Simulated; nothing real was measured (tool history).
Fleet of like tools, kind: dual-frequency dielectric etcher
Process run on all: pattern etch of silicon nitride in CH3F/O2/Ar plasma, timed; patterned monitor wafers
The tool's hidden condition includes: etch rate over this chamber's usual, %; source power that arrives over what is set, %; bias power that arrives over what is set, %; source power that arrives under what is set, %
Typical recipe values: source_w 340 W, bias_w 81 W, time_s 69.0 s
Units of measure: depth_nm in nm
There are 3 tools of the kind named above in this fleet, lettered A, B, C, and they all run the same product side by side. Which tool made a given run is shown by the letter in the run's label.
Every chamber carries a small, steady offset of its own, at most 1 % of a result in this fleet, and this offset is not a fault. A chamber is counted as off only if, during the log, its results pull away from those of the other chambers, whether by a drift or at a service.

run    day  source_w  bias_w  time_s  hours since the last wet clean  hours since the last source power generator calibration  hours since the last bias power generator calibration  read-back reference wafer on the same gauge, depth_nm  depth_nm
 1C  0.288       340      81    69.0                           196.4                                                   2152.2                                                 2091.3                                                 47.113    47.033
 2A  0.529       340      81    69.0                           109.3                                                   2252.7                                                   13.3                                                 47.100    47.407
 3B  0.750       340      81    69.0                           373.3                                                    341.0                                                  281.8                                                 47.116    47.115
 4C  0.900       340      81    69.0                           211.1                                                   2166.9                                                 2106.0                                                 47.086    47.104
 5A  1.150       340      81    69.0                           124.2                                                   2267.6                                                   28.2                                                 47.103    47.464
 6B  1.362       270      81    78.5                           388.0                                                    355.7                                                  296.5                                                 47.101    49.174
 7A  1.604       270      81    78.5                           135.1                                                   2278.5                                                   39.1                                                 47.097    49.666
 8C  1.829       270      81    78.5                           233.4                                                   2189.2                                                 2128.3                                                 47.096    49.120
 9B  2.100       340      81    69.0                           405.7                                                    373.4                                                  314.2                                                 47.107    47.330
10A  2.321       340      81    69.0                           152.3                                                   2295.7                                                   56.3                                                 47.094    47.161
11C  2.604       340      81    69.0                           252.0                                                   2207.8                                                 2146.9                                                 47.114    47.098
     2.708  -- chamber B: wet clean of the chamber
12B  2.800       340      81    69.0                             2.3                                                    390.2                                                  331.0                                                 47.111    48.211
13A  3.071       340      81    69.0                           170.3                                                   2313.7                                                   74.3                                                 47.084    47.281
14C  3.292       340      81    69.0                           268.5                                                   2224.3                                                 2163.4                                                 47.124    46.865
15B  3.471       340      75    86.0                            18.4                                                    406.3                                                  347.1                                                 47.110    58.710
16B  3.662       340      75    86.0                            23.0                                                    410.9                                                  351.7                                                 47.136    58.741
17C  3.796       340      75    86.0                           280.6                                                   2236.4                                                 2175.5                                                 47.116    57.101
18A  4.021       340      81    69.0                           193.1                                                   2336.5                                                   97.1                                                 47.104    47.399
19A  4.275       340      81    69.0                           199.2                                                   2342.6                                                  103.2                                                 47.103    47.354
20C  4.408       340      81    69.0                           295.3                                                   2251.1                                                 2190.2                                                 47.112    46.762
21B  4.608       340      81    69.0                            45.7                                                    433.6                                                  374.4                                                 47.079    48.411
22C  4.762       340      81    69.0                           303.8                                                   2259.6                                                 2198.7                                                 47.097    47.092
23B  5.054       340      81    69.0                            56.4                                                    444.3                                                  385.1                                                 47.073    48.392
24A  5.350       340      81    69.0                           225.0                                                   2368.4                                                  129.0                                                 47.098    47.220
25A  5.483       340      81    69.0                           228.2                                                   2371.6                                                  132.2                                                 47.093    47.354
26B  5.771       340      81    69.0                            73.6                                                    461.5                                                  402.3                                                 47.116    48.311
27C  6.012       340      81    69.0                           333.8                                                   2289.6                                                 2228.7                                                 47.089    47.113
28C  6.200       340      81    69.0                           338.3                                                   2294.1                                                 2233.2                                                 47.118    46.996
29A  6.412       340      81    69.0                           250.5                                                   2393.9                                                  154.5                                                 47.123    47.526
30B  6.658       340      81    69.0                            94.9                                                    482.8                                                  423.6                                                 47.092    48.535
31C  6.938       340      81    69.0                           356.0                                                   2311.8                                                 2250.9                                                 47.097    47.124
32B  7.138       340      81    69.0                           106.4                                                    494.3                                                  435.1                                                 47.076    48.514
33A  7.346       340      81    69.0                           272.9                                                   2416.3                                                  176.9                                                 47.085    47.402
34C  7.629       340      81    69.0                           372.6                                                   2328.4                                                 2267.5                                                 47.107    47.120
35B  7.867       340      81    69.0                           123.9                                                    511.8                                                  452.6                                                 47.084    48.312

Read the log: is a single chamber off, either drifting away or since a service, is the gauge that measures every chamber drifting, or is nothing wrong beyond small per-chamber offsets? Name any odd chamber and what most likely caused it.

Chamber B came out of a service off from its peers and stayed that way.
Likeliest cause: etch rate over this chamber's usual, % = 2.32.

Which of the 4 candidates below, each the usual settings with something changed and its results left as question marks, puts chamber B back in line with what the other chambers give on the usual settings?
In line here means within this much of the mean the other chambers give on the usual settings: depth_nm 0.380 nm
36B-1  8.075       340      90    69.0                                                                                                                                                                                                                ?
36B-2  8.075       340      81    67.5                                                                                                                                                                                                                ?
36B-3  8.075       340      81    70.5                                                                                                                                                                                                                ?
36B-4  8.075       340      72    69.0                                                                                                                                                                                                                ?

Mean of the other chambers on the usual settings: depth_nm 47.233 nm
  run  depth_nm
36B-1    50.228
36B-2    47.335
36B-3    49.439
36B-4    46.454
36B-2 brings the chamber back in line.
